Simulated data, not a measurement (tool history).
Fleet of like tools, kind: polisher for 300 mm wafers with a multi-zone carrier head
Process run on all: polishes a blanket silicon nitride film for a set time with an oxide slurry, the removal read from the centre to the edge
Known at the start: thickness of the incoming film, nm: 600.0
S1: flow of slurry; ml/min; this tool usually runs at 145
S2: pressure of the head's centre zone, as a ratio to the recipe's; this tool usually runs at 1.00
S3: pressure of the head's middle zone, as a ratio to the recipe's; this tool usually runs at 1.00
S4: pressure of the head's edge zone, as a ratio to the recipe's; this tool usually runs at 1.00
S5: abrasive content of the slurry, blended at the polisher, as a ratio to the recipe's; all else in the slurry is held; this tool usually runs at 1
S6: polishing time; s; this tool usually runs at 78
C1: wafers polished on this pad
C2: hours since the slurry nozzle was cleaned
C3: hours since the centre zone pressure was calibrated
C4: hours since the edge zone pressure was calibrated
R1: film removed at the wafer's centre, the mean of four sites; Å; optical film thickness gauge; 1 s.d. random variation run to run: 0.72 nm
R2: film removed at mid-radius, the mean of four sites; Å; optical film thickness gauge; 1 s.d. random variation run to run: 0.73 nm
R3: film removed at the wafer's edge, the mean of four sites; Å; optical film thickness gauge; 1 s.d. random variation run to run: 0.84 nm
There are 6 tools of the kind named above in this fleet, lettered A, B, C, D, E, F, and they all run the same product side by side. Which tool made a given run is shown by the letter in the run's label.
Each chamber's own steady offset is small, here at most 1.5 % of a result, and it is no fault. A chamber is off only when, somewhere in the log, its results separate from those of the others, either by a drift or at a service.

run 1A hour=5.0 | S1=145 S2=1.00 S3=1.00 S4=1.00 S5=1 S6=78 | C1=832 C2=82.2 C3=501.7 C4=32.0 | R1=559.95 R2=560.55 R3=572.81
run 2F hour=11.3 | S1=145 S2=1.00 S3=1.00 S4=1.00 S5=1 S6=78 | C1=156 C2=468.0 C3=186.8 C4=431.8 | R1=568.91 R2=560.95 R3=556.93
-- hour=14.9 chamber D: worn pad replaced by a new one
run 3E hour=16.2 | S1=145 S2=1.00 S3=1.00 S4=1.00 S5=1 S6=78 | C1=1286 C2=114.6 C3=197.8 C4=455.3 | R1=567.44 R2=564.85 R3=576.25
-- hour=21.7 chamber E: worn pad replaced by a new one
run 4D hour=22.4 | S1=145 S2=1.00 S3=1.00 S4=1.00 S5=1 S6=78 | C1=82 C2=204.6 C3=306.0 C4=551.5 | R1=571.75 R2=567.51 R3=570.20
-- hour=22.7 chamber A: worn pad replaced by a new one
run 5B hour=28.2 | S1=100 S2=1.00 S3=0.90 S4=1.00 S5=1 S6=78 | C1=726 C2=141.3 C3=1046.3 C4=799.3 | R1=515.20 R2=471.43 R3=535.19
-- hour=33.9 chamber B: worn pad replaced by a new one
run 6C hour=37.9 | S1=100 S2=1.00 S3=0.90 S4=1.00 S5=1 S6=78 | C1=796 C2=388.8 C3=655.4 C4=334.9 | R1=511.46 R2=476.41 R3=538.99
run 7C hour=44.4 | S1=100 S2=1.00 S3=0.90 S4=1.00 S5=1 S6=78 | C1=867 C2=395.3 C3=661.9 C4=341.4 | R1=517.04 R2=468.48 R3=525.80
-- hour=51.6 chamber D: edge zone pressure recalibrated
run 8F hour=53.4 | S1=100 S2=1.00 S3=0.90 S4=1.00 S5=1 S6=78 | C1=616 C2=510.1 C3=228.9 C4=473.9 | R1=512.43 R2=464.37 R3=533.13
-- hour=57.7 chamber C: centre zone pressure recalibrated
run 9B hour=60.8 | S1=100 S2=1.00 S3=0.90 S4=1.00 S5=1 S6=78 | C1=294 C2=173.9 C3=1078.9 C4=831.9 | R1=517.41 R2=476.36 R3=539.00
run 10D hour=69.3 | S1=100 S2=1.00 S3=0.90 S4=1.00 S5=1 S6=78 | C1=595 C2=251.5 C3=352.9 C4=17.7 | R1=501.39 R2=470.85 R3=541.92
-- hour=75.3 chamber C: worn pad replaced by a new one
run 11A hour=77.1 | S1=145 S2=1.00 S3=1.00 S4=1.00 S5=1 S6=78 | C1=595 C2=154.3 C3=573.8 C4=104.1 | R1=547.17 R2=572.77 R3=596.35
-- hour=83.3 chamber B: centre zone pressure recalibrated
run 12E hour=84.6 | S1=145 S2=1.00 S3=1.00 S4=1.00 S5=1 S6=78 | C1=688 C2=183.0 C3=266.2 C4=523.7 | R1=563.33 R2=558.29 R3=562.41
run 13A hour=89.9 | S1=145 S2=1.00 S3=1.00 S4=1.00 S5=1 S6=78 | C1=735 C2=167.1 C3=586.6 C4=116.9 | R1=564.05 R2=559.56 R3=572.74
-- hour=92.2 chamber C: slurry nozzle cleaned
-- hour=93.8 chamber A: slurry nozzle cleaned
run 14F hour=94.5 | S1=145 S2=1.00 S3=1.00 S4=1.00 S5=1 S6=78 | C1=1066 C2=551.2 C3=270.0 C4=515.0 | R1=573.77 R2=577.35 R3=562.40
run 15C hour=101.2 | S1=145 S2=1.00 S3=1.00 S4=1.00 S5=1 S6=78 | C1=283 C2=9.1 C3=43.6 C4=398.2 | R1=579.51 R2=569.88 R3=565.59
-- hour=104.2 chamber B: worn pad replaced by a new one
run 16D hour=107.4 | S1=145 S2=0.90 S3=0.89 S4=1.00 S5=1 S6=78 | C1=1012 C2=289.6 C3=391.0 C4=55.8 | R1=485.26 R2=500.95 R3=554.91
run 17B hour=113.9 | S1=145 S2=0.90 S3=0.89 S4=1.00 S5=1 S6=78 | C1=106 C2=227.0 C3=30.7 C4=885.0 | R1=519.84 R2=506.26 R3=553.86
run 18E hour=118.7 | S1=145 S2=0.90 S3=0.89 S4=1.00 S5=1 S6=78 | C1=1060 C2=217.1 C3=300.3 C4=557.8 | R1=512.56 R2=499.10 R3=571.54
-- hour=120.8 chamber D: worn pad replaced by a new one
run 19A hour=125.6 | S1=145 S2=0.90 S3=0.89 S4=1.00 S5=1 S6=78 | C1=1125 C2=31.9 C3=622.3 C4=152.6 | R1=513.35 R2=511.89 R3=574.92
-- hour=130.0 chamber A: worn pad replaced by a new one
-- hour=130.9 chamber E: slurry nozzle cleaned
-- hour=131.8 chamber E: worn pad replaced by a new one
-- hour=132.0 chamber F: worn pad replaced by a new one
run 20D hour=135.4 | S1=145 S2=0.90 S3=0.89 S4=1.00 S5=1 S6=78 | C1=160 C2=317.6 C3=419.0 C4=83.8 | R1=484.23 R2=490.33 R3=554.73
run 21C hour=141.0 | S1=145 S2=0.90 S3=0.89 S4=1.00 S5=1 S6=78 | C1=719 C2=48.9 C3=83.4 C4=438.0 | R1=497.77 R2=526.47 R3=561.41
run 22B hour=145.6 | S1=145 S2=1.00 S3=1.00 S4=1.00 S5=1 S6=78 | C1=452 C2=258.7 C3=62.4 C4=916.7 | R1=574.98 R2=583.08 R3=572.20
run 23F hour=152.4 | S1=145 S2=1.00 S3=1.00 S4=1.00 S5=1 S6=78 | C1=223 C2=609.1 C3=327.9 C4=572.9 | R1=561.02 R2=557.28 R3=553.94
run 24E hour=160.4 | S1=145 S2=1.00 S3=1.00 S4=1.00 S5=1 S6=78 | C1=313 C2=29.5 C3=342.0 C4=599.5 | R1=566.70 R2=567.62 R3=567.41
-- hour=167.9 chamber B: worn pad replaced by a new one
-- hour=169.8 chamber C: worn pad replaced by a new one
run 25F hour=170.3 | S1=145 S2=1.00 S3=1.00 S4=1.00 S5=1 S6=78 | C1=419 C2=627.0 C3=345.8 C4=590.8 | R1=571.39 R2=567.90 R3=571.68
run 26C hour=177.8 | S1=145 S2=1.00 S3=1.00 S4=1.07 S5=1 S6=78 | C1=88 C2=85.7 C3=120.2 C4=474.8 | R1=567.64 R2=565.29 R3=599.00
run 27A hour=183.5 | S1=145 S2=1.00 S3=1.00 S4=1.07 S5=1 S6=78 | C1=585 C2=89.8 C3=680.2 C4=210.5 | R1=560.11 R2=568.84 R3=600.34
run 28E hour=188.1 | S1=145 S2=1.00 S3=1.00 S4=1.07 S5=1 S6=78 | C1=616 C2=57.2 C3=369.7 C4=627.2 | R1=566.59 R2=558.55 R3=579.84
run 29D hour=194.8 | S1=145 S2=1.00 S3=1.00 S4=1.07 S5=1 S6=78 | C1=809 C2=377.0 C3=478.4 C4=143.2 | R1=522.12 R2=528.66 R3=548.70
-- hour=200.4 chamber C: edge zone pressure recalibrated
run 30B hour=203.5 | S1=145 S2=1.00 S3=1.00 S4=1.07 S5=1 S6=78 | C1=389 C2=316.6 C3=120.3 C4=974.6 | R1=577.68 R2=562.86 R3=583.48
-- hour=204.5 chamber B: slurry nozzle cleaned
run 31F hour=208.1 | S1=145 S2=1.00 S3=1.00 S4=1.07 S5=1 S6=78 | C1=832 C2=664.8 C3=383.6 C4=628.6 | R1=573.47 R2=563.91 R3=589.79
run 32B hour=218.1 | S1=145 S2=1.00 S3=1.00 S4=1.00 S5=1 S6=78 | C1=549 C2=13.6 C3=134.9 C4=989.2 | R1=571.95 R2=576.40 R3=577.34
run 33A hour=224.0 | S1=145 S2=1.00 S3=1.00 S4=1.00 S5=1 S6=78 | C1=1027 C2=130.3 C3=720.7 C4=251.0 | R1=570.34 R2=558.19 R3=586.45
-- hour=228.2 chamber D: worn pad replaced by a new one
run 34D hour=228.5 | S1=145 S2=1.08 S3=0.96 S4=1.00 S5=1 S6=78 | C1=4 C2=410.7 C3=512.1 C4=176.9 | R1=549.27 R2=504.77 R3=545.94
-- hour=231.4 chamber E: worn pad replaced by a new one
run 35C hour=238.7 | S1=145 S2=1.08 S3=0.96 S4=1.00 S5=1 S6=78 | C1=754 C2=146.6 C3=181.1 C4=38.4 | R1=624.05 R2=541.57 R3=568.43
-- hour=241.3 chamber B: worn pad replaced by a new one
run 36E hour=244.9 | S1=145 S2=1.08 S3=0.96 S4=1.00 S5=1 S6=78 | C1=148 C2=114.0 C3=426.5 C4=684.0 | R1=613.60 R2=539.95 R3=570.32
run 37D hour=251.3 | S1=145 S2=1.08 S3=0.96 S4=1.00 S5=1 S6=78 | C1=253 C2=433.5 C3=534.9 C4=199.7 | R1=538.38 R2=481.90 R3=528.07
run 38E hour=258.4 | S1=145 S2=1.08 S3=0.96 S4=1.00 S5=1 S6=78 | C1=295 C2=127.5 C3=440.0 C4=697.5 | R1=614.34 R2=535.49 R3=559.10
run 39B hour=266.9 | S1=145 S2=1.08 S3=0.96 S4=1.00 S5=1 S6=78 | C1=280 C2=62.4 C3=183.7 C4=1038.0 | R1=619.96 R2=546.92 R3=577.96

Each of the 6 chambers runs these same settings next. Fill in every chamber's results:
run 40A hour=274.4 | S1=145 S2=1.00 S3=1.00 S4=1.00 S5=1 S6=78 | R1=? R2=? R3=?
run 40B hour=274.4 | S1=145 S2=1.00 S3=1.00 S4=1.00 S5=1 S6=78 | R1=? R2=? R3=?
run 40C hour=274.4 | S1=145 S2=1.00 S3=1.00 S4=1.00 S5=1 S6=78 | R1=? R2=? R3=?
run 40D hour=274.4 | S1=145 S2=1.00 S3=1.00 S4=1.00 S5=1 S6=78 | R1=? R2=? R3=?
run 40E hour=274.4 | S1=145 S2=1.00 S3=1.00 S4=1.00 S5=1 S6=78 | R1=? R2=? R3=?
run 40F hour=274.4 | S1=145 S2=1.00 S3=1.00 S4=1.00 S5=1 S6=78 | R1=? R2=? R3=?

run=40A R1=576.56 R2=557.38 R3=549.34
run=40B R1=571.55 R2=584.41 R3=559.69
run=40C R1=573.93 R2=560.15 R3=589.27
run=40D R1=502.05 R2=487.83 R3=518.11
run=40E R1=558.11 R2=567.67 R3=571.62
run=40F R1=572.25 R2=556.03 R3=560.22
